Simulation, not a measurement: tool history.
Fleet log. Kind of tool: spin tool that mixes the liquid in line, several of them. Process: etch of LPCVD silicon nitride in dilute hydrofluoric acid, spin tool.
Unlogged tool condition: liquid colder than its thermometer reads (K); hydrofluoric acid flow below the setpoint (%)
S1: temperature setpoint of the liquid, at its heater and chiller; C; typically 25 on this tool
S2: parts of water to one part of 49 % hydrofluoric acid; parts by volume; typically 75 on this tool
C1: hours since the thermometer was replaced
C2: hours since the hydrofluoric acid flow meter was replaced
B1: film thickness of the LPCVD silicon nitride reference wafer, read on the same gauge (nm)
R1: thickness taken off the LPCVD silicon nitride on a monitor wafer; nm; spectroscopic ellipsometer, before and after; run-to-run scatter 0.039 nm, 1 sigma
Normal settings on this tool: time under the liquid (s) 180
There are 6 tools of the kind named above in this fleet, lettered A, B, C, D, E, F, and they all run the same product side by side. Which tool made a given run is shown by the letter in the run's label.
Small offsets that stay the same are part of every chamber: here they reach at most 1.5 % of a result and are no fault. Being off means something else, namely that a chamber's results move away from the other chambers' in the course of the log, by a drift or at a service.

At hour 0.8: chamber B: hydrofluoric acid flow meter replaced.
Run 1C, hour 7.9: usual settings; C1 1934; C2 52.1; B1 149.99. Result: R1 1.2826 nm.
At hour 18.3: chamber F: thermometer replaced.
Run 2E, hour 24: usual settings; C1 774.6; C2 1059.9; B1 149.98. Result: R1 1.2399 nm.
Run 3D, hour 38: usual settings; C1 224; C2 397.9; B1 150. Result: R1 1.2102 nm.
Run 4F, hour 49: usual settings; C1 30.8; C2 621.7; B1 150. Result: R1 1.2113 nm.
Run 5B, hour 57.7: usual settings; C1 655.1; C2 56.9; B1 150.04. Result: R1 1.2391 nm.
Run 6A, hour 69: usual settings; C1 235.4; C2 81.9; B1 150.03. Result: R1 1.3002 nm.
Run 7F, hour 85: usual settings; C1 66.8; C2 657.7; B1 149.99. Result: R1 1.2575 nm.
Run 8D, hour 97: usual settings; C1 283; C2 456.9; B1 149.97. Result: R1 1.2904 nm.
Run 9E, hour 108.2: usual settings but S1 28.5 C, time under the liquid (s) 95; C1 858.8; C2 1144.1; B1 149.95. Result: R1 0.78552 nm.
Run 10B, hour 118.4: usual settings but S1 28.5 C, time under the liquid (s) 95; C1 715.8; C2 117.6; B1 149.98. Result: R1 0.79995 nm.
Run 11C, hour 131.8: usual settings but S1 28.5 C, time under the liquid (s) 95; C1 2057.9; C2 176; B1 149.99. Result: R1 0.84273 nm.
At hour 137: chamber C: thermometer replaced.
Run 12A, hour 147.3: usual settings but S1 28.5 C, time under the liquid (s) 95; C1 313.7; C2 160.2; B1 149.99. Result: R1 0.85441 nm.
Run 13D, hour 160.5: usual settings but S1 28.5 C, time under the liquid (s) 95; C1 346.5; C2 520.4; B1 150. Result: R1 0.83234 nm.
Run 14E, hour 169: usual settings but S1 28.5 C, time under the liquid (s) 95; C1 919.6; C2 1204.9; B1 150.01. Result: R1 0.80079 nm.
Run 15B, hour 179.7: usual settings but S1 22 C; C1 777.1; C2 178.9; B1 150.01. Result: R1 1.0112 nm.
Run 16F, hour 194.2: usual settings but S1 22 C; C1 176; C2 766.9; B1 149.99. Result: R1 0.99384 nm.
Run 17A, hour 208.8: usual settings but S1 22 C; C1 375.2; C2 221.7; B1 149.96. Result: R1 0.96858 nm.
Run 18C, hour 224.6: usual settings but S1 22 C; C1 87.6; C2 268.8; B1 150.01. Result: R1 0.9613 nm.
Run 19F, hour 238.7: usual settings but S1 22 C; C1 220.5; C2 811.4; B1 150. Result: R1 1.0111 nm.
Run 20A, hour 251: usual settings but S1 22 C; C1 417.4; C2 263.9; B1 150.01. Result: R1 1.0172 nm.
Run 21E, hour 266: usual settings; C1 1016.6; C2 1301.9; B1 149.93. Result: R1 1.2828 nm.
Run 22B, hour 276.9: usual settings; C1 874.3; C2 276.1; B1 150.03. Result: R1 1.2819 nm.
Run 23C, hour 287.5: usual settings; C1 150.5; C2 331.7; B1 149.95. Result: R1 1.2066 nm.
Run 24D, hour 300.9: usual settings; C1 486.9; C2 660.8; B1 150. Result: R1 1.1948 nm.
Run 25A, hour 316.1: usual settings; C1 482.5; C2 329; B1 150.01. Result: R1 1.2807 nm.
Run 26C, hour 332.9: usual settings; C1 195.9; C2 377.1; B1 149.98. Result: R1 1.2097 nm.
Run 27F, hour 345.1: usual settings; C1 326.9; C2 917.8; B1 149.99. Result: R1 1.1552 nm.
Run 28D, hour 356.7: usual settings but S2 90 parts by volume, time under the liquid (s) 130; C1 542.7; C2 716.6; B1 149.97. Result: R1 0.73985 nm.
Run 29B, hour 370.3: usual settings but S2 90 parts by volume, time under the liquid (s) 130; C1 967.7; C2 369.5; B1 149.95. Result: R1 0.76868 nm.
Run 30E, hour 382.3: usual settings but S2 90 parts by volume, time under the liquid (s) 130; C1 1132.9; C2 1418.2; B1 150.01. Result: R1 0.74067 nm.
Run 31F, hour 394.2: usual settings but S2 90 parts by volume, time under the liquid (s) 130; C1 376; C2 966.9; B1 149.96. Result: R1 0.72806 nm.
At hour 407.3: chamber E: hydrofluoric acid flow meter replaced.
Run 32D, hour 410.7: usual settings but S2 90 parts by volume, time under the liquid (s) 130; C1 596.7; C2 770.6; B1 150. Result: R1 0.69865 nm.
Run 33B, hour 420.6: usual settings but S2 90 parts by volume, time under the liquid (s) 130; C1 1018; C2 419.8; B1 149.99. Result: R1 0.75883 nm.
Run 34C, hour 432.1: usual settings; C1 295.1; C2 476.3; B1 150. Result: R1 1.2836 nm.
Run 35A, hour 448.8: usual settings; C1 615.2; C2 461.7; B1 150.03. Result: R1 1.199 nm.
Run 36E, hour 465: usual settings; C1 1215.6; C2 57.7; B1 149.99. Result: R1 1.1546 nm.
Run 37A, hour 474.6: usual settings; C1 641; C2 487.5; B1 150.01. Result: R1 1.179 nm.
Run 38E, hour 490.9: usual settings; C1 1241.5; C2 83.6; B1 150.01. Result: R1 1.2778 nm.
Run 39B, hour 502.5: usual settings; C1 1099.9; C2 501.7; B1 150.03. Result: R1 1.3045 nm.

Read the log: is a single chamber off, either drifting away or since a service, is the gauge that measures every chamber drifting, or is nothing wrong beyond small per-chamber offsets? Name any odd chamber and what most likely caused it.

No chamber stands off beyond its own small offset, and the gauge holds steady.
